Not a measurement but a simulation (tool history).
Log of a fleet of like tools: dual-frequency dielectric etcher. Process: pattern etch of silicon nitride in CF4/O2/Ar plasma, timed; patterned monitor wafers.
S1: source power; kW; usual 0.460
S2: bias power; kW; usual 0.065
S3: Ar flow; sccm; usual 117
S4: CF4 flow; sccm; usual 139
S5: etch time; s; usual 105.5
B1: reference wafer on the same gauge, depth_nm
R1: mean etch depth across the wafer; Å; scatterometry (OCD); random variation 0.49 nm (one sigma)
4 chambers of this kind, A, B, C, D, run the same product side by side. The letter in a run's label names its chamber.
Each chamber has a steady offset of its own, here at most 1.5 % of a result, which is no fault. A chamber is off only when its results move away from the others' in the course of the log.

| run | hour | S1 | S2 | S3 | S4 | S5 | B1 | R1 |
|---|---|---|---|---|---|---|---|---|
| 1A | 7.1 | 0.460 | 0.065 | 117 | 139 | 105.5 | 249.12 | 2127.9 |
| 2C | 14.9 | 0.460 | 0.065 | 117 | 139 | 105.5 | 249.05 | 2091.7 |
| 3B | 18.3 | 0.460 | 0.065 | 117 | 139 | 105.5 | 249.11 | 2114.3 |
| 4D | 22.8 | 0.460 | 0.065 | 117 | 139 | 105.5 | 249.04 | 2089.8 |
| 5B | 28.7 | 0.460 | 0.065 | 117 | 139 | 105.5 | 249.00 | 2111.9 |
| 6D | 36.4 | 0.460 | 0.065 | 117 | 139 | 105.5 | 249.02 | 2084.1 |
| 7C | 40.6 | 0.460 | 0.065 | 117 | 139 | 105.5 | 248.91 | 2100.4 |
| 8A | 44.1 | 0.460 | 0.065 | 117 | 139 | 105.5 | 248.99 | 2121.4 |
| 9C | 47.7 | 0.460 | 0.065 | 117 | 139 | 105.5 | 248.88 | 2091.1 |
| 10D | 53.3 | 0.460 | 0.065 | 117 | 139 | 105.5 | 248.80 | 2085.5 |
| 11B | 57.6 | 0.460 | 0.065 | 117 | 139 | 105.5 | 248.78 | 2132.6 |
| 12A | 62.8 | 0.460 | 0.065 | 117 | 139 | 105.5 | 248.89 | 2123.7 |
| 13A | 68.1 | 0.460 | 0.065 | 117 | 139 | 105.5 | 249.01 | 2122.9 |
| 14C | 74.8 | 0.460 | 0.065 | 117 | 139 | 105.5 | 249.15 | 2088.7 |
| 15B | 78.7 | 0.460 | 0.065 | 117 | 139 | 105.5 | 248.87 | 2144.9 |
| 16D | 86.5 | 0.460 | 0.065 | 117 | 139 | 105.5 | 248.96 | 2084.7 |
| 17C | 91.9 | 0.460 | 0.065 | 107 | 139 | 86.0 | 248.92 | 1719.3 |
| 18D | 98.6 | 0.460 | 0.065 | 107 | 139 | 86.0 | 249.04 | 1719.1 |
| 19B | 104.2 | 0.460 | 0.065 | 107 | 139 | 86.0 | 248.99 | 1767.2 |
| 20A | 111.5 | 0.460 | 0.065 | 107 | 139 | 86.0 | 249.01 | 1746.8 |
| 21C | 116.8 | 0.460 | 0.065 | 117 | 139 | 105.5 | 249.02 | 2094.9 |
| 22B | 121.1 | 0.460 | 0.065 | 117 | 139 | 105.5 | 248.93 | 2166.3 |
| 23D | 128.4 | 0.460 | 0.065 | 117 | 139 | 105.5 | 248.85 | 2084.2 |
| 24A | 132.3 | 0.460 | 0.065 | 117 | 139 | 105.5 | 249.01 | 2127.1 |
| 25A | 139.6 | 0.460 | 0.065 | 117 | 139 | 105.5 | 249.12 | 2124.1 |
| 26B | 146.5 | 0.460 | 0.065 | 117 | 139 | 78.0 | 249.08 | 1609.8 |
| 27D | 153.5 | 0.460 | 0.065 | 117 | 139 | 78.0 | 248.99 | 1550.3 |

What goes on in this fleet: one chamber off, a drifting gauge, or nothing beyond the chambers' own small offsets? Name the chamber and the cause, if any.

Chamber B drifts away from the others.
Cause: source power that arrives over what is set, % = 3.82.
The log may not tell that from: etch rate over this chamber's usual, %.

Here are 4 candidates for chamber B's next run, each the usual settings with a change, their results left as question marks. Which one brings its results back in line with what the others give on the usual settings?
In line means no further than this from the other chambers' mean on the usual settings: R1 17.0 Å
| 28B-1 | 159.1 | 0.450 | 0.065 | 117 | 139 | 103.5 |  | ? |
| 28B-2 | 159.1 | 0.470 | 0.065 | 117 | 139 | 107.5 |  | ? |
| 28B-3 | 159.1 | 0.460 | 0.065 | 95 | 139 | 105.5 |  | ? |
| 28B-4 | 159.1 | 0.450 | 0.065 | 117 | 139 | 105.5 |  | ? |

The other chambers' mean on the usual settings: R1 2102.7 Å
| run | R1 |
|---|---|
| 28B-1 | 2098.6 |
| 28B-2 | 2262.0 |
| 28B-3 | 2224.2 |
| 28B-4 | 2139.2 |
28B-1 brings the chamber back in line.

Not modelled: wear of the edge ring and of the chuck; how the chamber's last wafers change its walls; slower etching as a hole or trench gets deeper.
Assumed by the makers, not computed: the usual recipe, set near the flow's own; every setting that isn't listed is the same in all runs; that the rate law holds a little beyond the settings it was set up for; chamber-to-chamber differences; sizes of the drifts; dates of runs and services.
